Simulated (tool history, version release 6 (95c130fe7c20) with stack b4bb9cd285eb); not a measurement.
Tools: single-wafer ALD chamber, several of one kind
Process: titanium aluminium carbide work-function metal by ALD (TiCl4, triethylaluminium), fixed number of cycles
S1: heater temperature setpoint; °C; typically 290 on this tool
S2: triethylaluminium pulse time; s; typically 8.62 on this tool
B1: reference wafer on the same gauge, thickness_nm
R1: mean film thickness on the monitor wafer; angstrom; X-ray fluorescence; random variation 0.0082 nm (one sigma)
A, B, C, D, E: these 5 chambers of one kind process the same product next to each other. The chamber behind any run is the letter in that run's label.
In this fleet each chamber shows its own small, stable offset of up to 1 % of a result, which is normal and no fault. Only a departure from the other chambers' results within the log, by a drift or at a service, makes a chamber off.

run 1C hour=13.2 | S1=290 S2=8.62 | B1=1.8592 | R1=18.577
run 2E hour=21.7 | S1=290 S2=8.62 | B1=1.8592 | R1=18.749
run 3B hour=29 | S1=290 S2=8.62 | B1=1.8591 | R1=18.693
run 4D hour=37 | S1=290 S2=8.62 | B1=1.8596 | R1=18.793
run 5A hour=50.6 | S1=290 S2=8.62 | B1=1.8592 | R1=18.613
-- hour=60.6 chamber B: triethylaluminium bottle replaced
run 6A hour=66 | S1=290 S2=8.62 | B1=1.8606 | R1=18.771
run 7C hour=77.2 | S1=275 S2=6.26 | B1=1.8602 | R1=16.221
run 8D hour=92.7 | S1=275 S2=6.26 | B1=1.8596 | R1=16.22
run 9E hour=100.6 | S1=275 S2=6.26 | B1=1.8601 | R1=16.152
run 10B hour=110.7 | S1=275 S2=6.26 | B1=1.8604 | R1=16.407
run 11C hour=119.9 | S1=275 S2=6.26 | B1=1.86 | R1=16.195
run 12D hour=133.2 | S1=290 S2=8.62 | B1=1.8589 | R1=18.847
run 13B hour=147.8 | S1=290 S2=8.62 | B1=1.8585 | R1=18.753
run 14E hour=159.5 | S1=290 S2=8.62 | B1=1.86 | R1=18.748
run 15A hour=175 | S1=290 S2=8.62 | B1=1.8594 | R1=18.652
run 16A hour=190.5 | S1=290 S2=8.62 | B1=1.86 | R1=18.641
run 17D hour=198.1 | S1=290 S2=8.62 | B1=1.8594 | R1=18.774
run 18C hour=211.2 | S1=296 S2=7.1 | B1=1.8603 | R1=18.316
run 19E hour=219.9 | S1=296 S2=7.1 | B1=1.8606 | R1=18.406
run 20B hour=233.1 | S1=296 S2=7.1 | B1=1.8605 | R1=18.548
run 21A hour=247.3 | S1=296 S2=7.1 | B1=1.8595 | R1=18.491
run 22B hour=263.6 | S1=296 S2=7.1 | B1=1.8592 | R1=18.472
run 23C hour=273 | S1=278 S2=6.94 | B1=1.86 | R1=16.917
-- hour=287.5 chamber C: thermocouple changed; heater temperature recalibrated
run 24E hour=288.5 | S1=278 S2=6.94 | B1=1.8597 | R1=16.528
run 25D hour=301.5 | S1=278 S2=6.94 | B1=1.8608 | R1=17.12
run 26C hour=315.3 | S1=278 S2=6.94 | B1=1.86 | R1=16.972
run 27D hour=327.2 | S1=278 S2=6.94 | B1=1.8597 | R1=16.978
run 28E hour=339.8 | S1=290 S2=8.62 | B1=1.8608 | R1=18.244
run 29B hour=350 | S1=290 S2=8.62 | B1=1.8602 | R1=18.731
run 30A hour=359.6 | S1=284 S2=8.62 | B1=1.8624 | R1=18.129
run 31E hour=367.1 | S1=284 S2=8.62 | B1=1.86 | R1=17.48
run 32B hour=383.5 | S1=284 S2=8.62 | B1=1.8606 | R1=18.285
run 33A hour=396.7 | S1=284 S2=8.62 | B1=1.8604 | R1=18.039

What goes on in this fleet: one chamber off, a drifting gauge, or nothing beyond the chambers' own small offsets? Name the chamber and the cause, if any.

Little by little, chamber E moves away from the other chambers.
Likeliest cause: triethylaluminium dose below that of a fresh bottle (%) = 16.9.

Here are 4 candidates for chamber E's next run, each the usual settings with a change, their results left as question marks. Which one brings its results back in line with what the others give on the usual settings?
In-line tolerance around the mean of the other chambers on the usual settings: R1 0.29 angstrom
run 34E-1 hour=408.4 | S1=290 S2=10.16 | R1=?
run 34E-2 hour=408.4 | S1=290 S2=8.36 | R1=?
run 34E-3 hour=408.4 | S1=292 S2=8.62 | R1=?
run 34E-4 hour=408.4 | S1=290 S2=7.61 | R1=?

Other chambers, usual settings, mean: R1 18.689 angstrom
run=34E-1 R1=18.685
run=34E-2 R1=17.952
run=34E-3 R1=18.247
run=34E-4 R1=17.516
With 34E-1, the chamber falls back in line with the rest.

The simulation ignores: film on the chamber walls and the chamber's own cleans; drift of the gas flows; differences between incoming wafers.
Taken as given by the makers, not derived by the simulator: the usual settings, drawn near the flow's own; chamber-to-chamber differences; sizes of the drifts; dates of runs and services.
